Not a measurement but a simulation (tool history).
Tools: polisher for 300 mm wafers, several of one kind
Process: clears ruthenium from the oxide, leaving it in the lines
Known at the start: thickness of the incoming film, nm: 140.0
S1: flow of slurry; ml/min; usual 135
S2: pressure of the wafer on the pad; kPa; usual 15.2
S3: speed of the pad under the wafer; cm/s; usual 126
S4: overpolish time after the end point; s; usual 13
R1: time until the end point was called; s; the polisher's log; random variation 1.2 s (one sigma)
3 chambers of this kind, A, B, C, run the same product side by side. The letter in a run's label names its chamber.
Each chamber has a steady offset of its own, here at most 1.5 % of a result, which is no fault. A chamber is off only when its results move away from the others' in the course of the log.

run	hour	S1	S2	S3	S4	R1
1C	3.9	135	15.2	126	13	106.660
2B	8.8	135	15.2	126	13	106.070
3A	13.0	135	15.2	126	13	108.830
4A	17.4	135	15.2	126	13	110.810
5B	22.6	135	15.2	126	13	104.990
6C	25.8	135	15.2	126	13	110.500
# hour 25.9: chamber C: worn pad replaced by a new one
7A	30.8	135	17.2	126	8	94.381
8B	33.4	135	17.2	126	8	92.485
9C	36.2	135	17.2	126	8	92.924
10C	39.8	135	15.2	126	13	109.050
11A	43.8	135	15.2	126	13	109.500
# hour 45.7: chamber B: slurry nozzle cleaned
12B	46.8	135	15.2	126	13	106.090
13A	51.3	135	15.2	126	13	109.250
14C	55.2	135	15.2	92	18	149.740
# hour 58.0: chamber C: head pressure recalibrated
15B	59.1	135	15.2	92	18	145.920
16C	65.1	135	15.2	92	18	150.910
17B	69.3	135	15.2	126	13	107.350
18A	73.8	135	15.2	126	9	110.550
19A	78.3	135	15.2	126	9	108.960
20C	83.5	135	15.2	126	9	108.470
21B	88.7	135	15.2	126	13	107.330
# hour 88.9: chamber B: worn pad replaced by a new one
22B	94.5	135	15.2	126	13	105.800
23A	97.3	135	15.2	126	13	113.400
24C	101.4	135	15.2	126	13	110.710
# hour 102.3: chamber C: worn pad replaced by a new one
25B	107.3	135	15.2	126	13	105.790
# hour 108.0: chamber B: head pressure recalibrated
26C	112.6	135	15.2	126	13	107.670
27A	117.4	135	15.2	126	13	115.810
28C	120.3	135	15.2	126	13	109.090
29B	126.0	135	15.2	126	13	107.970
30A	129.4	135	15.2	126	13	116.220
31A	133.9	135	15.2	126	13	117.310
32B	138.4	135	15.2	126	13	105.860
33C	142.2	135	15.2	126	13	110.470
34B	146.8	135	15.2	126	13	106.750

All 3 chambers run these settings next. Forecast each chamber's results:
35A	151.1	135	15.2	102	13	?
35B	151.1	135	15.2	102	13	?
35C	151.1	135	15.2	102	13	?

run	R1
35A	147.570
35B	130.130
35C	131.380

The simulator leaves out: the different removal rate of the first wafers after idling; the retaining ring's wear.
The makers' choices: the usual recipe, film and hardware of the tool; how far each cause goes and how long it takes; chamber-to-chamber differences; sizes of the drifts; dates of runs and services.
